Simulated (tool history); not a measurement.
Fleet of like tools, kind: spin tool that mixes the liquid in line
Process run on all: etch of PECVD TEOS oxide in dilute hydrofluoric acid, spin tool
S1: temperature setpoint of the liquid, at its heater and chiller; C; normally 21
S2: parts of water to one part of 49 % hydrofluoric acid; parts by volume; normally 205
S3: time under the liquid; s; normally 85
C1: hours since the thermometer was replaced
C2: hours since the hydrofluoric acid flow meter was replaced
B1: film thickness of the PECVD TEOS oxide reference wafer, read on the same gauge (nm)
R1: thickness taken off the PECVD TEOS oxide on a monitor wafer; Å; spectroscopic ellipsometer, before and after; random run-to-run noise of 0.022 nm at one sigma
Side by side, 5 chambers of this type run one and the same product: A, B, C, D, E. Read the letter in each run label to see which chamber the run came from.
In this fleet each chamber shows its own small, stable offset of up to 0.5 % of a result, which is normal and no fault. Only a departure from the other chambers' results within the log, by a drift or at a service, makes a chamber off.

Run 1C, hour 5.5: usual settings; C1 1755.7; C2 1077.4; B1 80.01. Result: R1 47.214 Å.
Run 2A, hour 18: usual settings; C1 360.3; C2 422.1; B1 79.977. Result: R1 47.123 Å.
Run 3D, hour 23.9: usual settings; C1 1117; C2 1105.3; B1 79.987. Result: R1 47.063 Å.
Run 4B, hour 31.2: usual settings; C1 1053.2; C2 198.4; B1 79.971. Result: R1 47.325 Å.
Run 5E, hour 39.5: usual settings; C1 784.2; C2 199.1; B1 79.96. Result: R1 47.466 Å.
Run 6C, hour 49.4: usual settings; C1 1799.6; C2 1121.3; B1 80.019. Result: R1 47.226 Å.
Run 7D, hour 61.1: usual settings; C1 1154.2; C2 1142.5; B1 80.047. Result: R1 46.594 Å.
Run 8E, hour 73.1: usual settings; C1 817.8; C2 232.7; B1 80.032. Result: R1 47.02 Å.
Run 9A, hour 78.9: usual settings but S1 25 C, S2 265 parts by volume; C1 421.2; C2 483; B1 79.969. Result: R1 39.847 Å.
Run 10B, hour 87.4: usual settings but S1 25 C, S2 265 parts by volume; C1 1109.4; C2 254.6; B1 79.972. Result: R1 39.984 Å.
Run 11D, hour 97.5: usual settings but S1 25 C, S2 265 parts by volume; C1 1190.6; C2 1178.9; B1 80.033. Result: R1 39.607 Å.
Run 12C, hour 103.9: usual settings but S1 25 C, S2 265 parts by volume; C1 1854.1; C2 1175.8; B1 80.057. Result: R1 39.8 Å.
Run 13B, hour 113: usual settings but S1 25 C, S2 265 parts by volume; C1 1135; C2 280.2; B1 80.036. Result: R1 39.8 Å.
Run 14E, hour 120.2: usual settings; C1 864.9; C2 279.8; B1 79.969. Result: R1 47.508 Å.
Run 15A, hour 130.7: usual settings; C1 473; C2 534.8; B1 80.015. Result: R1 47.447 Å.
At hour 131.9: chamber C: thermometer replaced.
Run 16E, hour 141.9: usual settings; C1 886.6; C2 301.5; B1 80.033. Result: R1 47.631 Å.
Run 17C, hour 149.5: usual settings; C1 17.7; C2 1221.4; B1 79.967. Result: R1 47.05 Å.
At hour 155.8: chamber C: hydrofluoric acid flow meter replaced.
Run 18D, hour 161.5: usual settings; C1 1254.6; C2 1242.9; B1 80.015. Result: R1 46.724 Å.
Run 19B, hour 167.5: usual settings; C1 1189.5; C2 334.7; B1 79.996. Result: R1 47.714 Å.
At hour 174.6: chamber E: thermometer replaced.
Run 20A, hour 177.8: usual settings; C1 520.1; C2 581.9; B1 80.015. Result: R1 47.669 Å.
At hour 180.8: chamber B: thermometer replaced.
Run 21D, hour 186.3: usual settings; C1 1279.4; C2 1267.7; B1 80.036. Result: R1 46.935 Å.
Run 22E, hour 198: usual settings but S2 145 parts by volume, S3 120 s; C1 23.5; C2 357.6; B1 80. Result: R1 100.22 Å.
Run 23A, hour 208.2: usual settings but S2 145 parts by volume, S3 120 s; C1 550.5; C2 612.3; B1 80.014. Result: R1 100.98 Å.
Run 24C, hour 220.5: usual settings but S2 145 parts by volume, S3 120 s; C1 88.7; C2 64.8; B1 80. Result: R1 100.02 Å.
Run 25B, hour 229.8: usual settings but S2 145 parts by volume, S3 120 s; C1 49; C2 397; B1 80.037. Result: R1 100.4 Å.
Run 26A, hour 241.7: usual settings but S2 145 parts by volume, S3 120 s; C1 584; C2 645.8; B1 79.987. Result: R1 100.29 Å.
Run 27E, hour 248.4: usual settings; C1 73.9; C2 408; B1 80.029. Result: R1 47.184 Å.
Run 28B, hour 259.2: usual settings but S1 23.5 C, S3 45 s; C1 78.4; C2 426.4; B1 79.972. Result: R1 27.643 Å.
Run 29D, hour 270: usual settings but S1 23.5 C, S3 45 s; C1 1363.1; C2 1351.4; B1 79.936. Result: R1 27.216 Å.
Run 30C, hour 280.1: usual settings but S1 23.5 C, S3 45 s; C1 148.3; C2 124.4; B1 80.016. Result: R1 27.496 Å.

Next, all 5 chambers run the settings below, one line each with question marks for the results. What does each chamber give?
Run 31A, hour 289.2: usual settings but S2 130 parts by volume. Result: R1 ?.
Run 31B, hour 289.2: usual settings but S2 130 parts by volume. Result: R1 ?.
Run 31C, hour 289.2: usual settings but S2 130 parts by volume. Result: R1 ?.
Run 31D, hour 289.2: usual settings but S2 130 parts by volume. Result: R1 ?.
Run 31E, hour 289.2: usual settings but S2 130 parts by volume. Result: R1 ?.

run      R1
31A  81.004
31B  80.953
31C  79.595
31D   80.48
31E  80.358
